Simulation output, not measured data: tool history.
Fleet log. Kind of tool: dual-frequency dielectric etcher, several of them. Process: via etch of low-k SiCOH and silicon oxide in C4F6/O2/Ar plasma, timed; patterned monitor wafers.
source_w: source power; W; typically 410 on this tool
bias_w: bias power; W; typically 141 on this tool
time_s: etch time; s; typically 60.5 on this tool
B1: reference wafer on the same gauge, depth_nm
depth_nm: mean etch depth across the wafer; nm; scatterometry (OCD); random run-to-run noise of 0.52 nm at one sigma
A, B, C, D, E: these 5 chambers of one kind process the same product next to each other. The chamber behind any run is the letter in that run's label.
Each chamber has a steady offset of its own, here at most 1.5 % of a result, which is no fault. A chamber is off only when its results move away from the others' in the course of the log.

{"run": "1E", "hour": 9.1, "source_w": 410, "bias_w": 141, "time_s": 60.5, "B1": 122.91, "depth_nm": 149.42}
{"run": "2A", "hour": 21.2, "source_w": 410, "bias_w": 141, "time_s": 60.5, "B1": 122.98, "depth_nm": 149.08}
{"run": "3C", "hour": 27.1, "source_w": 410, "bias_w": 141, "time_s": 60.5, "B1": 123.02, "depth_nm": 146.66}
{"run": "4B", "hour": 34.7, "source_w": 410, "bias_w": 141, "time_s": 60.5, "B1": 122.9, "depth_nm": 148.16}
{"run": "5D", "hour": 45.3, "source_w": 410, "bias_w": 141, "time_s": 60.5, "B1": 122.97, "depth_nm": 147.65}
{"run": "6B", "hour": 52.9, "source_w": 410, "bias_w": 141, "time_s": 60.5, "B1": 123.08, "depth_nm": 148.99}
{"run": "7A", "hour": 60.6, "source_w": 410, "bias_w": 112, "time_s": 60.5, "B1": 123.05, "depth_nm": 138.96}
{"run": "8C", "hour": 66.5, "source_w": 410, "bias_w": 112, "time_s": 60.5, "B1": 122.97, "depth_nm": 137.75}
{"run": "9E", "hour": 72.2, "source_w": 410, "bias_w": 112, "time_s": 60.5, "B1": 122.94, "depth_nm": 139.09}
{"run": "10D", "hour": 81.9, "source_w": 410, "bias_w": 112, "time_s": 60.5, "B1": 122.98, "depth_nm": 137.94}
{"run": "11E", "hour": 92.4, "source_w": 410, "bias_w": 112, "time_s": 60.5, "B1": 123, "depth_nm": 139.3}
{"run": "12A", "hour": 99.3, "source_w": 410, "bias_w": 141, "time_s": 60.5, "B1": 122.99, "depth_nm": 147.88}
{"run": "13B", "hour": 105.8, "source_w": 410, "bias_w": 141, "time_s": 60.5, "B1": 123.02, "depth_nm": 149.25}
{"run": "14C", "hour": 112.1, "source_w": 410, "bias_w": 141, "time_s": 60.5, "B1": 123.07, "depth_nm": 146.79}
{"run": "15D", "hour": 118.6, "source_w": 410, "bias_w": 141, "time_s": 60.5, "B1": 123.02, "depth_nm": 147.21}
{"run": "16D", "hour": 128.5, "source_w": 410, "bias_w": 141, "time_s": 60.5, "B1": 122.96, "depth_nm": 147.09}
{"run": "17B", "hour": 139.1, "source_w": 410, "bias_w": 141, "time_s": 60.5, "B1": 122.91, "depth_nm": 149.24}
{"run": "18E", "hour": 149.0, "source_w": 410, "bias_w": 141, "time_s": 60.5, "B1": 122.91, "depth_nm": 150}
{"run": "19A", "hour": 155.8, "source_w": 440, "bias_w": 141, "time_s": 49.5, "B1": 122.95, "depth_nm": 124.02}
{"run": "20C", "hour": 163.8, "source_w": 440, "bias_w": 141, "time_s": 49.5, "B1": 122.89, "depth_nm": 123.81}
{"run": "21E", "hour": 175.8, "source_w": 440, "bias_w": 141, "time_s": 49.5, "B1": 122.97, "depth_nm": 125.53}
{"run": "22B", "hour": 182.1, "source_w": 440, "bias_w": 141, "time_s": 49.5, "B1": 123.17, "depth_nm": 125.27}
{"run": "23C", "hour": 187.8, "source_w": 440, "bias_w": 141, "time_s": 49.5, "B1": 122.88, "depth_nm": 123.46}
{"hour": 189.4, "done": "chamber B: source power generator calibrated"}
{"run": "24D", "hour": 199.4, "source_w": 360, "bias_w": 141, "time_s": 60.5, "B1": 122.94, "depth_nm": 139.43}
{"run": "25A", "hour": 206.0, "source_w": 360, "bias_w": 141, "time_s": 60.5, "B1": 123.05, "depth_nm": 138.18}
{"run": "26C", "hour": 211.5, "source_w": 360, "bias_w": 141, "time_s": 60.5, "B1": 123.06, "depth_nm": 140.28}
{"run": "27E", "hour": 218.6, "source_w": 360, "bias_w": 141, "time_s": 60.5, "B1": 123.03, "depth_nm": 141.39}
{"run": "28A", "hour": 227.6, "source_w": 360, "bias_w": 141, "time_s": 60.5, "B1": 123.03, "depth_nm": 137.43}
{"run": "29D", "hour": 233.2, "source_w": 410, "bias_w": 118, "time_s": 50.5, "B1": 123.07, "depth_nm": 116.94}
{"hour": 241.7, "done": "chamber B: wet clean of the chamber"}
{"run": "30B", "hour": 243.9, "source_w": 410, "bias_w": 118, "time_s": 50.5, "B1": 122.94, "depth_nm": 118.08}
{"run": "31E", "hour": 250.0, "source_w": 410, "bias_w": 118, "time_s": 50.5, "B1": 123.07, "depth_nm": 118.93}
{"run": "32D", "hour": 261.8, "source_w": 410, "bias_w": 118, "time_s": 50.5, "B1": 122.99, "depth_nm": 116.93}
{"run": "33C", "hour": 270.7, "source_w": 410, "bias_w": 118, "time_s": 50.5, "B1": 123.04, "depth_nm": 116.56}
{"run": "34B", "hour": 279.7, "source_w": 410, "bias_w": 141, "time_s": 60.5, "B1": 123.04, "depth_nm": 148.88}
{"run": "35A", "hour": 285.6, "source_w": 410, "bias_w": 141, "time_s": 60.5, "B1": 122.96, "depth_nm": 144.35}
{"hour": 291.0, "done": "chamber C: wet clean of the chamber"}
{"run": "36A", "hour": 293.7, "source_w": 410, "bias_w": 141, "time_s": 60.5, "B1": 123.05, "depth_nm": 144.21}
{"run": "37B", "hour": 302.4, "source_w": 410, "bias_w": 141, "time_s": 60.5, "B1": 122.96, "depth_nm": 148.26}
{"run": "38D", "hour": 314.1, "source_w": 410, "bias_w": 112, "time_s": 66, "B1": 123.05, "depth_nm": 151.03}
{"run": "39E", "hour": 325.9, "source_w": 410, "bias_w": 112, "time_s": 66, "B1": 122.9, "depth_nm": 152.05}
{"run": "40C", "hour": 331.8, "source_w": 410, "bias_w": 112, "time_s": 66, "B1": 123.08, "depth_nm": 150.45}

All chambers now run identical settings, listed one chamber a line with results as question marks. What results will each chamber show?
{"run": "41A", "hour": 340.6, "source_w": 350, "bias_w": 141, "time_s": 60.5, "depth_nm": "?"}
{"run": "41B", "hour": 340.6, "source_w": 350, "bias_w": 141, "time_s": 60.5, "depth_nm": "?"}
{"run": "41C", "hour": 340.6, "source_w": 350, "bias_w": 141, "time_s": 60.5, "depth_nm": "?"}
{"run": "41D", "hour": 340.6, "source_w": 350, "bias_w": 141, "time_s": 60.5, "depth_nm": "?"}
{"run": "41E", "hour": 340.6, "source_w": 350, "bias_w": 141, "time_s": 60.5, "depth_nm": "?"}

run=41A depth_nm=134.99
run=41B depth_nm=139.26
run=41C depth_nm=138.59
run=41D depth_nm=137.92
run=41E depth_nm=140.77
